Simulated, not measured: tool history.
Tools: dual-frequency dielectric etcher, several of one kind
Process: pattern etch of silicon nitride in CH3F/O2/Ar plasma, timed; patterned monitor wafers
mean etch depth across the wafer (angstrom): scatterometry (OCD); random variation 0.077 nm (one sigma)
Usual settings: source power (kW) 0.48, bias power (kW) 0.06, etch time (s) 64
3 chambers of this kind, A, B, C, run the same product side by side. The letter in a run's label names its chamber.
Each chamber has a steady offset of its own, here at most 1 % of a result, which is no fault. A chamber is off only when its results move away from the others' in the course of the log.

| run | hour | source power (kW) | bias power (kW) | etch time (s) | read-back reference wafer on the same gauge, depth_nm | mean etch depth across the wafer (angstrom) |
|---|---|---|---|---|---|---|
| 1B | 4.6 | 0.48 | 0.06 | 64 | 44.098 | 456.01 |
| 2C | 9.6 | 0.48 | 0.06 | 64 | 44.117 | 451.02 |
| 3A | 17.1 | 0.48 | 0.06 | 64 | 44.141 | 451.26 |
| 4B | 22.2 | 0.48 | 0.06 | 64 | 44.143 | 456.39 |
| 5C | 30.6 | 0.48 | 0.06 | 64 | 44.165 | 451.6 |
| 6A | 35.7 | 0.48 | 0.06 | 64 | 44.188 | 452.13 |
| 7B | 42.4 | 0.48 | 0.06 | 64 | 44.182 | 457.08 |
| 8A | 52 | 0.48 | 0.06 | 64 | 44.204 | 453.19 |
| 9C | 58.7 | 0.48 | 0.06 | 64 | 44.227 | 450.89 |
| 10C | 64.2 | 0.48 | 0.067 | 64 | 44.228 | 469.16 |
| 11A | 69.9 | 0.48 | 0.067 | 64 | 44.261 | 468.71 |
| 12B | 76.7 | 0.48 | 0.067 | 64 | 44.243 | 475.03 |
|  | 78.2 | chamber A: wet clean of the chamber |
| 13C | 85.7 | 0.48 | 0.06 | 64 | 44.281 | 451.86 |
| 14B | 91.3 | 0.48 | 0.06 | 64 | 44.289 | 458.33 |
|  | 100.8 | chamber B: wet clean of the chamber |
| 15A | 101 | 0.48 | 0.06 | 64 | 44.309 | 453.02 |
|  | 108.4 | chamber C: wet clean of the chamber |
| 16C | 110 | 0.48 | 0.06 | 64 | 44.333 | 452.39 |
| 17A | 117.8 | 0.48 | 0.06 | 64 | 44.34 | 453.71 |
| 18B | 124.4 | 0.48 | 0.06 | 64 | 44.35 | 457.42 |
| 19C | 130.5 | 0.48 | 0.06 | 64 | 44.345 | 453.83 |
| 20B | 136.7 | 0.48 | 0.06 | 64 | 44.375 | 458.83 |
| 21A | 141.1 | 0.48 | 0.06 | 64 | 44.383 | 453.32 |
| 22B | 145.2 | 0.42 | 0.06 | 54 | 44.412 | 368.43 |
| 23A | 149.5 | 0.42 | 0.06 | 54 | 44.411 | 364.76 |

Is one chamber off against the others, does the gauge drift, or is nothing wrong? If a chamber is off, say which, and what the likeliest cause is.

The gauge drifts, so all chambers seem to drift together. No chamber is off.
Cause: gauge reads high (%) = 0.71.
